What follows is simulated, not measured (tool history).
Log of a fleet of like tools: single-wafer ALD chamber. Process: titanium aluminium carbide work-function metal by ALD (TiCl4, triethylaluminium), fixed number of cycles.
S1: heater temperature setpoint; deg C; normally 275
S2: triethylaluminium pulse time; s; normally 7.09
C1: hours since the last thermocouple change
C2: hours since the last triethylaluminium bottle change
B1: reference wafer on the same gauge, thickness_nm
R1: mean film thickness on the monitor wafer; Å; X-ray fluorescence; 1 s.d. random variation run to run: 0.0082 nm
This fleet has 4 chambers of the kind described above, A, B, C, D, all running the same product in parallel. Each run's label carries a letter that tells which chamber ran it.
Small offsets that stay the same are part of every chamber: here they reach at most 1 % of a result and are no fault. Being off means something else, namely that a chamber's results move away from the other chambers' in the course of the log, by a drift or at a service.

run 1A hour=5.9 | S1=275 S2=7.09 | C1=266.7 C2=320.9 | B1=1.6301 | R1=16.777
run 2B hour=12.5 | S1=275 S2=7.09 | C1=1588.4 C2=506.6 | B1=1.6293 | R1=17.091
run 3D hour=17.0 | S1=275 S2=7.09 | C1=2456.9 C2=649.1 | B1=1.6310 | R1=16.905
run 4C hour=20.6 | S1=275 S2=7.09 | C1=260.5 C2=169.8 | B1=1.6307 | R1=16.882
run 5A hour=26.4 | S1=275 S2=7.09 | C1=287.2 C2=341.4 | B1=1.6305 | R1=16.755
run 6B hour=30.3 | S1=275 S2=7.09 | C1=1606.2 C2=524.4 | B1=1.6308 | R1=17.068
run 7C hour=37.1 | S1=261 S2=9.40 | C1=277.0 C2=186.3 | B1=1.6300 | R1=16.360
run 8D hour=43.9 | S1=261 S2=9.40 | C1=2483.8 C2=676.0 | B1=1.6293 | R1=16.564
run 9D hour=48.9 | S1=261 S2=9.40 | C1=2488.8 C2=681.0 | B1=1.6300 | R1=16.579
run 10C hour=52.1 | S1=261 S2=9.40 | C1=292.0 C2=201.3 | B1=1.6316 | R1=16.498
run 11B hour=56.5 | S1=275 S2=7.09 | C1=1632.4 C2=550.6 | B1=1.6283 | R1=17.044
run 12A hour=59.7 | S1=275 S2=7.09 | C1=320.5 C2=374.7 | B1=1.6295 | R1=16.734
run 13A hour=66.6 | S1=275 S2=7.09 | C1=327.4 C2=381.6 | B1=1.6303 | R1=16.760
-- hour=69.7 chamber B: thermocouple changed; heater temperature recalibrated
run 14D hour=71.1 | S1=263 S2=8.64 | C1=2511.0 C2=703.2 | B1=1.6292 | R1=16.471
run 15C hour=74.4 | S1=263 S2=8.64 | C1=314.3 C2=223.6 | B1=1.6305 | R1=16.520
run 16B hour=81.1 | S1=263 S2=8.64 | C1=11.4 C2=575.2 | B1=1.6310 | R1=16.756
run 17A hour=86.0 | S1=263 S2=8.64 | C1=346.8 C2=401.0 | B1=1.6291 | R1=16.514
run 18D hour=91.1 | S1=275 S2=7.09 | C1=2531.0 C2=723.2 | B1=1.6292 | R1=17.017
run 19B hour=96.1 | S1=275 S2=7.09 | C1=26.4 C2=590.2 | B1=1.6322 | R1=16.957
run 20C hour=101.0 | S1=275 S2=7.09 | C1=340.9 C2=250.2 | B1=1.6308 | R1=16.747
run 21A hour=104.6 | S1=275 S2=7.09 | C1=365.4 C2=419.6 | B1=1.6303 | R1=16.767
run 22B hour=109.7 | S1=275 S2=7.09 | C1=40.0 C2=603.8 | B1=1.6302 | R1=16.900
run 23D hour=115.6 | S1=275 S2=7.09 | C1=2555.5 C2=747.7 | B1=1.6304 | R1=16.927
run 24C hour=122.2 | S1=265 S2=8.29 | C1=362.1 C2=271.4 | B1=1.6298 | R1=16.455
run 25D hour=126.7 | S1=265 S2=8.29 | C1=2566.6 C2=758.8 | B1=1.6310 | R1=16.661
run 26C hour=132.2 | S1=265 S2=8.29 | C1=372.1 C2=281.4 | B1=1.6310 | R1=16.503
run 27A hour=138.8 | S1=265 S2=8.29 | C1=399.6 C2=453.8 | B1=1.6315 | R1=16.614
run 28B hour=145.5 | S1=275 S2=7.09 | C1=75.8 C2=639.6 | B1=1.6314 | R1=17.004
run 29B hour=148.6 | S1=263 S2=9.20 | C1=78.9 C2=642.7 | B1=1.6311 | R1=16.701
run 30A hour=154.2 | S1=263 S2=9.20 | C1=415.0 C2=469.2 | B1=1.6301 | R1=16.690
run 31C hour=161.2 | S1=263 S2=9.20 | C1=401.1 C2=310.4 | B1=1.6299 | R1=16.541
run 32D hour=165.4 | S1=263 S2=9.20 | C1=2605.3 C2=797.5 | B1=1.6307 | R1=16.731
run 33A hour=170.6 | S1=275 S2=7.09 | C1=431.4 C2=485.6 | B1=1.6295 | R1=16.915

Is one chamber out of step, is the gauge drifting, or do the chambers differ by no more than their own small offsets? For an off chamber, give its letter and the likeliest cause.

Beyond each chamber's small constant offset nothing stands out, and the gauge stays steady.
